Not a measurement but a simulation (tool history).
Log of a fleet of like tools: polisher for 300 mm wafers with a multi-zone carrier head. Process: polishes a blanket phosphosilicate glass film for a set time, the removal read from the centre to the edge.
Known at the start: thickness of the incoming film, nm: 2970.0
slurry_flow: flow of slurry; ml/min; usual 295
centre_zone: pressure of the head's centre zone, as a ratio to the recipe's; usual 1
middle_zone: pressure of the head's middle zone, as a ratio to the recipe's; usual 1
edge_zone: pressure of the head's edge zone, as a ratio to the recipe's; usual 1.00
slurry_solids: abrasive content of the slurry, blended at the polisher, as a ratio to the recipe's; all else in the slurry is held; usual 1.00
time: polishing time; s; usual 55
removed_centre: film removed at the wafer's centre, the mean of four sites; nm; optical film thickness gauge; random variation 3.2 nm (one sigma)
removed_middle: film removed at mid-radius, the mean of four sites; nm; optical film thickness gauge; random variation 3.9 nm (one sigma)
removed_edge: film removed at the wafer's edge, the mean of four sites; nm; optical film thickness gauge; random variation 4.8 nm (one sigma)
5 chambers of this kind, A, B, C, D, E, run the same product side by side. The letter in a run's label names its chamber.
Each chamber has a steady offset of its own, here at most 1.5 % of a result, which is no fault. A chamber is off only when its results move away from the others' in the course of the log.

run	day	slurry_flow	centre_zone	middle_zone	edge_zone	slurry_solids	time	removed_centre	removed_middle	removed_edge
1E	0.271	295	1	1	1.00	1.00	55	457.03	459.01	452.01
2B	0.571	295	1	1	1.00	1.00	55	460.77	453.36	460.41
3A	0.846	295	1	1	1.00	1.00	55	459.18	445.84	464.62
# day 0.983: chamber E: worn pad replaced by a new one
4D	0.996	295	1	1	1.00	1.00	55	464.48	454.32	445.68
# day 1.004: chamber D: worn pad replaced by a new one
5C	1.171	295	1	1	1.00	1.00	55	457.87	457.28	447.57
6B	1.383	295	1	1	1.00	1.00	55	451.96	453.21	457.40
# day 1.404: chamber A: worn pad replaced by a new one
7A	1.567	295	1	1	1.00	1.00	55	460.07	455.17	461.99
# day 1.717: chamber C: worn pad replaced by a new one
8C	1.762	295	1	1	1.00	1.00	55	465.93	459.15	461.04
9D	1.975	295	1	1	1.00	1.00	55	467.37	455.26	449.31
10E	2.275	295	1	1	1.00	1.00	55	452.89	456.96	454.33
11A	2.550	295	1	1	0.91	1.00	55	459.96	451.17	444.90
12E	2.754	295	1	1	0.91	1.00	55	459.03	462.48	427.82
13B	3.071	295	1	1	0.91	1.00	55	453.55	455.68	429.33
14C	3.342	295	1	1	0.91	1.00	55	459.60	454.95	434.43
15D	3.667	295	1	1	0.91	1.00	55	452.17	458.93	432.64
# day 3.733: chamber E: worn pad replaced by a new one
16B	3.821	295	1	1	1.00	1.00	55	454.26	448.83	457.78
# day 3.958: chamber C: worn pad replaced by a new one
17D	3.971	295	1	1	1.00	1.00	55	462.47	456.68	454.43
# day 3.983: chamber A: worn pad replaced by a new one
18A	4.175	295	1	1	1.00	1.00	55	456.45	454.09	455.25
19E	4.479	295	1	1	1.00	1.00	55	452.59	463.56	451.73
20C	4.738	295	1	1	1.00	1.00	55	468.13	456.58	457.74
# day 4.888: chamber B: slurry nozzle cleaned
21D	4.946	295	1	1	1.00	1.00	55	455.31	462.86	452.87
# day 5.204: chamber D: worn pad replaced by a new one
22E	5.238	295	1	1	1.00	1.15	71	617.74	629.82	620.30
23B	5.562	295	1	1	1.00	1.15	71	613.85	600.46	614.15
24C	5.767	295	1	1	1.00	1.15	71	632.04	624.28	615.69
# day 5.954: chamber C: worn pad replaced by a new one
25A	6.092	295	1	1	1.00	1.15	71	628.80	623.09	628.75
26D	6.300	295	1	1	1.00	1.15	71	631.97	630.87	626.37
# day 6.438: chamber E: worn pad replaced by a new one
27A	6.625	335	1	1	1.00	1.10	55	487.65	474.67	477.53
# day 6.854: chamber A: centre zone pressure recalibrated
28B	6.871	335	1	1	1.00	1.10	55	468.45	458.54	470.77
29E	7.042	335	1	1	1.00	1.10	55	486.94	482.94	471.20
# day 7.046: chamber A: worn pad replaced by a new one
# day 7.292: chamber A: slurry nozzle cleaned
30C	7.308	335	1	1	1.00	1.10	55	492.16	488.66	475.14
31D	7.592	335	1	1	1.00	1.10	55	484.98	487.07	479.81
32B	7.775	295	1	1	1.00	1.00	55	441.69	444.86	437.95
33E	8.017	295	1	1	1.00	1.00	55	450.11	458.44	447.31
# day 8.033: chamber C: worn pad replaced by a new one
34C	8.338	295	1	1	1.00	1.00	55	466.24	463.31	455.56
35A	8.483	295	1	1	1.00	1.00	55	461.51	455.39	458.98
36C	8.692	295	1	1	1.00	1.00	55	462.34	453.55	454.42
37B	8.942	295	1	1	0.95	1.10	55	456.08	446.11	441.13
# day 9.050: chamber E: worn pad replaced by a new one
38A	9.175	295	1	1	0.95	1.10	55	478.13	472.32	466.13
39E	9.446	295	1	1	0.95	1.10	55	479.69	476.02	457.71
# day 9.508: chamber D: worn pad replaced by a new one
40D	9.617	295	1	1	0.95	1.10	55	480.95	476.85	464.42
# day 9.792: chamber A: worn pad replaced by a new one
41A	9.871	295	1	1	0.95	1.10	55	478.10	470.71	461.38

Is one chamber off against the others, does the gauge drift, or is nothing wrong? If a chamber is off, say which, and what the likeliest cause is.

Chamber B drifts away from the others.
Cause: removal rate lost through wear of the pad, % = 5.67.

Here are 4 candidates for chamber B's next run, each the usual settings with a change, their results left as question marks. Which one brings its results back in line with what the others give on the usual settings?
In line means no further than this from the other chambers' mean on the usual settings: removed_centre 11.00 nm; removed_middle 14.00 nm; removed_edge 17.00 nm
42B-1	10.104	290	1.00	0.98	1.01	0.95	50	?	?	?
42B-2	10.104	300	1.01	1.02	0.99	1.05	60	?	?	?
42B-3	10.104	295	1.00	1.01	1.00	1.00	58	?	?	?
42B-4	10.104	295	1.00	0.99	1.00	1.00	52	?	?	?

The other chambers' mean on the usual settings: removed_centre 458.43 nm; removed_middle 456.66 nm; removed_edge 454.88 nm
run	removed_centre	removed_middle	removed_edge
42B-1	381.08	372.16	385.54
42B-2	485.67	486.49	479.98
42B-3	453.57	455.22	455.88
42B-4	406.59	400.69	408.84
42B-3 brings the chamber back in line.
